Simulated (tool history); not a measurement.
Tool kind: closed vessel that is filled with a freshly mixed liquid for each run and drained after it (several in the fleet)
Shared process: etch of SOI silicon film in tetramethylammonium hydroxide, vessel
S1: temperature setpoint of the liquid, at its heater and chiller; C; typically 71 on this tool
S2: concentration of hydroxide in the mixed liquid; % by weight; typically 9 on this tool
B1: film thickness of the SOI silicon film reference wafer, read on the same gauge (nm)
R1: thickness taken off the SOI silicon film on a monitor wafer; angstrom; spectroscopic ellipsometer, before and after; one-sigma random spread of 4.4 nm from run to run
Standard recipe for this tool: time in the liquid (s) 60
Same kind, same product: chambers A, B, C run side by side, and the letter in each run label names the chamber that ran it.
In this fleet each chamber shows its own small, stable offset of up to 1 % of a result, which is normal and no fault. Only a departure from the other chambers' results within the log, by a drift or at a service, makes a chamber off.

run 1A hour=6.4 | S1=71 S2=9 time_in_the_liquid_(s)=60 | B1=149.98 | R1=4798.6
run 2B hour=10.1 | S1=71 S2=9 time_in_the_liquid_(s)=60 | B1=150.02 | R1=4760.6
run 3C hour=17.1 | S1=71 S2=9 time_in_the_liquid_(s)=60 | B1=150.01 | R1=4713.4
run 4B hour=20.5 | S1=71 S2=9 time_in_the_liquid_(s)=60 | B1=149.99 | R1=4715.1
run 5C hour=23.8 | S1=71 S2=9 time_in_the_liquid_(s)=60 | B1=149.97 | R1=4829.6
run 6A hour=28 | S1=71 S2=9 time_in_the_liquid_(s)=60 | B1=150.02 | R1=4633.4
run 7C hour=34 | S1=71 S2=9 time_in_the_liquid_(s)=60 | B1=150.01 | R1=4693.1
run 8A hour=39.8 | S1=71 S2=7.5 time_in_the_liquid_(s)=60 | B1=150 | R1=5043.6
run 9B hour=45.2 | S1=71 S2=7.5 time_in_the_liquid_(s)=60 | B1=150.02 | R1=5076.4
run 10B hour=49 | S1=71 S2=7.5 time_in_the_liquid_(s)=60 | B1=149.99 | R1=5002
run 11A hour=53.2 | S1=71 S2=9 time_in_the_liquid_(s)=60 | B1=150.04 | R1=4709.3
run 12C hour=57.8 | S1=71 S2=9 time_in_the_liquid_(s)=60 | B1=150 | R1=4797.1
run 13B hour=61.2 | S1=71 S2=9 time_in_the_liquid_(s)=60 | B1=149.99 | R1=4785.7
run 14A hour=65.9 | S1=71 S2=9 time_in_the_liquid_(s)=60 | B1=150.02 | R1=4751.5
run 15C hour=70.5 | S1=71 S2=9 time_in_the_liquid_(s)=60 | B1=150.01 | R1=4831.6
run 16B hour=76.6 | S1=71 S2=9 time_in_the_liquid_(s)=60 | B1=149.98 | R1=4795.6
run 17C hour=83.4 | S1=71 S2=9 time_in_the_liquid_(s)=60 | B1=149.98 | R1=4824.4
run 18A hour=88 | S1=74 S2=8 time_in_the_liquid_(s)=60 | B1=150 | R1=5901.9
run 19C hour=91.9 | S1=74 S2=8 time_in_the_liquid_(s)=60 | B1=150.01 | R1=6067.3
run 20A hour=97.4 | S1=74 S2=8 time_in_the_liquid_(s)=60 | B1=150.03 | R1=5796.3
run 21B hour=104.6 | S1=71 S2=9 time_in_the_liquid_(s)=60 | B1=149.98 | R1=4725.6
run 22C hour=108 | S1=71 S2=9 time_in_the_liquid_(s)=60 | B1=149.97 | R1=4934.7
run 23B hour=114.2 | S1=71 S2=9 time_in_the_liquid_(s)=60 | B1=150.02 | R1=4705.6
run 24A hour=119 | S1=71 S2=9 time_in_the_liquid_(s)=60 | B1=149.99 | R1=4622.6
run 25B hour=124 | S1=71 S2=9 time_in_the_liquid_(s)=60 | B1=149.98 | R1=4708.6
run 26C hour=130.6 | S1=71 S2=9 time_in_the_liquid_(s)=60 | B1=150.03 | R1=4928.4
run 27A hour=136.5 | S1=71 S2=10.5 time_in_the_liquid_(s)=60 | B1=149.96 | R1=4363.5
run 28A hour=143.5 | S1=71 S2=10.5 time_in_the_liquid_(s)=60 | B1=150.01 | R1=4431.8
run 29B hour=149.9 | S1=71 S2=10.5 time_in_the_liquid_(s)=60 | B1=150.01 | R1=4436.5
run 30C hour=157.3 | S1=71 S2=9 time_in_the_liquid_(s)=60 | B1=150.02 | R1=4988.7
run 31C hour=160.7 | S1=71 S2=9 time_in_the_liquid_(s)=60 | B1=149.98 | R1=4893.9
run 32A hour=164.8 | S1=71 S2=9 time_in_the_liquid_(s)=60 | B1=149.97 | R1=4719.5
run 33B hour=172.1 | S1=71 S2=9 time_in_the_liquid_(s)=60 | B1=149.96 | R1=4697
-- hour=174.7 chamber B: hydroxide flow meter replaced
run 34C hour=177.7 | S1=76 S2=9 time_in_the_liquid_(s)=30 | B1=150 | R1=3350
-- hour=177.9 chamber B: thermometer replaced
run 35B hour=184.9 | S1=76 S2=9 time_in_the_liquid_(s)=30 | B1=150.01 | R1=3189.5
run 36A hour=191.8 | S1=76 S2=9 time_in_the_liquid_(s)=30 | B1=150 | R1=3162.8
run 37B hour=195 | S1=71 S2=9 time_in_the_liquid_(s)=60 | B1=150 | R1=4730.7
run 38A hour=201.2 | S1=71 S2=9 time_in_the_liquid_(s)=60 | B1=150.02 | R1=4728.6
run 39C hour=208 | S1=71 S2=9 time_in_the_liquid_(s)=60 | B1=150.04 | R1=5008.5
run 40A hour=213.4 | S1=71 S2=9 time_in_the_liquid_(s)=60 | B1=150 | R1=4767.3
run 41B hour=217.7 | S1=71 S2=9 time_in_the_liquid_(s)=60 | B1=150.02 | R1=4647.9
run 42C hour=224.6 | S1=71 S2=9 time_in_the_liquid_(s)=60 | B1=149.98 | R1=5101.1
run 43C hour=229.4 | S1=71 S2=9 time_in_the_liquid_(s)=60 | B1=150.01 | R1=5127.5

Is one chamber out of step, is the gauge drifting, or do the chambers differ by no more than their own small offsets? For an off chamber, give its letter and the likeliest cause.

Little by little, chamber C moves away from the other chambers.
Most likely cause: liquid hotter than its thermometer reads (K) = 1.16.

Here are 4 candidates for chamber C's next run, each the usual settings with a change, their results left as question marks. Which one brings its results back in line with what the others give on the usual settings?
Allowed miss from the other chambers' usual-settings mean, per result, to count as in line: R1 150 angstrom
run 44C-1 hour=234.7 | S1=71.5 S2=9 time_in_the_liquid_(s)=60 | R1=?
run 44C-2 hour=234.7 | S1=70.5 S2=9 time_in_the_liquid_(s)=60 | R1=?
run 44C-3 hour=234.7 | S1=71 S2=7 time_in_the_liquid_(s)=60 | R1=?
run 44C-4 hour=234.7 | S1=71 S2=9 time_in_the_liquid_(s)=55 | R1=?

The mean the other chambers reach with the usual settings: R1 4737.2 angstrom
run=44C-1 R1=5256
run=44C-2 R1=4962.8
run=44C-3 R1=5521.8
run=44C-4 R1=4680.5
It is 44C-4 that realigns the chamber with its peers.
